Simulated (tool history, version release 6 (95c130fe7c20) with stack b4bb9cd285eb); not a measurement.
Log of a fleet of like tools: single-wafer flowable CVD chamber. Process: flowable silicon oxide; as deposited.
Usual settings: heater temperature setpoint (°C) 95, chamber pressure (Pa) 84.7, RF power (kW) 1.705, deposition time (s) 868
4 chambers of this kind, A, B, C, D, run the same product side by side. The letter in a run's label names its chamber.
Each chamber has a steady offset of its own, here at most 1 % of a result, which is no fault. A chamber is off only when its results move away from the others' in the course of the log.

run,hour,heater temperature setpoint (°C),chamber pressure (Pa),RF power (kW),deposition time (s),hours since the last thermocouple change,hours since the last RF generator calibration,hours since the last manometer calibration,"read-back reference wafer on the same gauge, thickness_nm",mean film thickness on the monitor wafer (angstrom)
1B,10.4,95,84.7,1.705,868,2784.1,1673.3,1198.5,406.08,4434.8
2A,19.9,95,84.7,1.705,868,2005.6,707.1,1748.6,406.00,4383.4
3D,25.3,95,84.7,1.705,868,2338.1,1373.3,2053.2,406.16,4367.1
4C,36.0,95,84.7,1.705,868,1237.3,514.3,115.4,406.34,4371.0
5D,41.6,95,84.7,1.705,868,2354.4,1389.6,2069.5,406.35,4367.5
6B,51.7,95,104.5,1.965,868,2825.4,1714.6,1239.8,406.32,6139.9
# hour 54.7: chamber D: RF generator calibrated
7C,60.4,95,104.5,1.965,868,1261.7,538.7,139.8,406.42,5997.6
8A,72.3,95,104.5,1.965,868,2058.0,759.5,1801.0,406.48,6099.5
9B,79.6,95,104.5,1.965,868,2853.3,1742.5,1267.7,406.46,6150.3
10A,89.3,95,84.7,1.705,868,2075.0,776.5,1818.0,406.54,4387.4
11D,96.7,95,84.7,1.705,868,2409.5,42.0,2124.6,406.49,4372.2
12C,102.4,95,84.7,1.705,868,1303.7,580.7,181.8,406.64,4370.8
13A,110.9,95,84.7,1.970,868,2096.6,798.1,1839.6,406.65,4543.7
14B,116.6,95,84.7,1.970,868,2890.3,1779.5,1304.7,406.73,4592.5
15D,122.5,95,84.7,1.970,868,2435.3,67.8,2150.4,406.79,4533.0
16C,134.5,95,84.7,1.970,868,1335.8,612.8,213.9,406.81,4521.0
# hour 139.3: chamber D: capacitance manometer re-zeroed and calibrated
17B,146.3,95,84.7,1.705,868,2920.0,1809.2,1334.4,406.98,4437.9
18C,155.1,82,84.7,1.705,965,1356.4,633.4,234.5,406.90,7261.2
19D,164.4,82,84.7,1.705,965,2477.2,109.7,25.1,407.08,7336.3
20A,176.1,82,84.7,1.705,965,2161.8,863.3,1904.8,407.11,7323.7
21C,185.8,82,84.7,1.705,965,1387.1,664.1,265.2,407.26,7265.8
22B,192.1,95,84.7,1.705,868,2965.8,1855.0,1380.2,407.34,4436.9
23A,200.6,95,84.7,1.705,868,2186.3,887.8,1929.3,407.13,4399.1
24D,206.0,95,98.5,1.825,868,2518.8,151.3,66.7,407.37,5512.3
25B,213.2,95,98.5,1.825,868,2986.9,1876.1,1401.3,407.47,5590.4
26C,221.0,95,98.5,1.825,868,1422.3,699.3,300.4,407.58,5472.8
27A,230.5,95,98.5,1.825,868,2216.2,917.7,1959.2,407.36,5533.2
28D,241.8,95,84.7,1.705,868,2554.6,187.1,102.5,407.56,4391.2
29B,250.3,95,84.7,1.705,868,3024.0,1913.2,1438.4,407.69,4451.7
30C,256.0,95,84.7,1.705,711,1457.3,734.3,335.4,407.63,3579.0
31D,261.5,95,84.7,1.705,711,2574.3,206.8,122.2,407.55,3601.4
32A,271.5,95,84.7,1.705,711,2257.2,958.7,2000.2,407.72,3603.5
# hour 280.1: chamber B: thermocouple changed; heater temperature recalibrated
33B,282.0,95,84.7,1.705,711,2.0,1944.9,1470.1,407.61,3643.8
34C,293.3,95,84.7,1.705,868,1494.6,771.6,372.7,407.74,4375.3
# hour 302.1: chamber D: thermocouple changed; heater temperature recalibrated
35D,303.1,95,84.7,1.705,868,1.0,248.4,163.8,407.85,4400.7
36A,315.0,95,84.7,1.705,868,2300.7,1002.2,2043.7,408.11,4406.5
37D,324.2,95,84.7,1.705,868,22.1,269.5,184.9,408.18,4385.6

Next, every chamber runs the same settings. What will each give?
38A,332.9,95,84.7,1.705,868,,,,,?
38B,332.9,95,84.7,1.705,868,,,,,?
38C,332.9,95,84.7,1.705,868,,,,,?
38D,332.9,95,84.7,1.705,868,,,,,?

run,mean film thickness on the monitor wafer (angstrom)
38A,4400.4
38B,4451.3
38C,4376.2
38D,4391.7
